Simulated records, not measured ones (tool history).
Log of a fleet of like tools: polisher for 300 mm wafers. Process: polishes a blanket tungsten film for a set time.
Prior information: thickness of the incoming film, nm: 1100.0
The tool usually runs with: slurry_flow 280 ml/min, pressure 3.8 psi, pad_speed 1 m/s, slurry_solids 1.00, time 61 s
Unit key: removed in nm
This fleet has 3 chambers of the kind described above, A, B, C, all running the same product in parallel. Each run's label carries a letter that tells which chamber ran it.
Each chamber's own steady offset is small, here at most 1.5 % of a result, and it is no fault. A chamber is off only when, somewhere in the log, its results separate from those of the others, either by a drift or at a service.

run,day,slurry_flow,pressure,pad_speed,slurry_solids,time,removed
1C,0.325,280,3.8,1,1.00,61,267.42
2B,0.588,280,3.8,1,1.00,61,265.29
# day 0.712: chamber B: slurry tank refilled with fresh slurry and peroxide
3A,0.888,280,3.8,1,1.00,61,258.07
4B,1.096,280,3.8,1,1.00,61,261.25
# day 1.200: chamber C: worn pad replaced by a new one
5A,1.371,280,3.8,1,1.00,61,259.36
6C,1.712,280,3.8,1,1.00,61,268.28
# day 1.729: chamber C: slurry blender recalibrated
7C,1.958,280,3.8,1,1.00,61,267.39
8A,2.208,280,3.8,1,1.00,61,265.36
9B,2.392,280,3.8,1,1.00,61,265.12
10B,2.571,280,3.8,1,1.00,61,265.61
# day 2.671: chamber A: worn pad replaced by a new one
11C,2.788,280,3.8,1,1.00,61,264.10
# day 2.838: chamber B: slurry tank refilled with fresh slurry and peroxide
12A,3.104,280,3.8,1,1.00,61,261.37
13A,3.375,280,3.8,1,1.00,61,269.12
# day 3.467: chamber C: slurry tank refilled with fresh slurry and peroxide
14C,3.600,280,3.8,1,1.00,61,256.77
15B,3.996,280,3.8,1,1.00,61,267.23
# day 4.071: chamber B: slurry nozzle cleaned
16C,4.375,280,3.8,1,1.00,61,265.22
17A,4.654,280,3.8,1,1.00,61,251.79
18B,4.875,280,3.8,1,1.00,61,265.41
# day 4.892: chamber B: worn pad replaced by a new one
# day 5.196: chamber B: slurry tank refilled with fresh slurry and peroxide
19B,5.229,280,3.8,1,1.00,61,268.59
20C,5.454,280,3.8,1,1.25,54,253.62
21A,5.771,280,3.8,1,1.25,54,238.53
22C,6.017,280,3.8,1,1.25,54,251.57
23B,6.279,280,3.8,1,1.00,61,277.77
24A,6.525,280,3.3,1,1.00,61,207.41
# day 6.621: chamber A: head pressure recalibrated
25C,6.900,280,3.3,1,1.00,61,226.48
# day 6.996: chamber B: slurry tank refilled with fresh slurry and peroxide
# day 7.108: chamber A: worn pad replaced by a new one
26B,7.125,280,3.3,1,1.00,61,232.74
27A,7.500,280,3.8,1,1.00,61,247.51

Predict what each chamber gives when all 3 of them run the settings below next.
28A,7.788,280,3.8,1,1.00,61,?
28B,7.788,280,3.8,1,1.00,61,?
28C,7.788,280,3.8,1,1.00,61,?

run,removed
28A,243.17
28B,262.18
28C,266.03
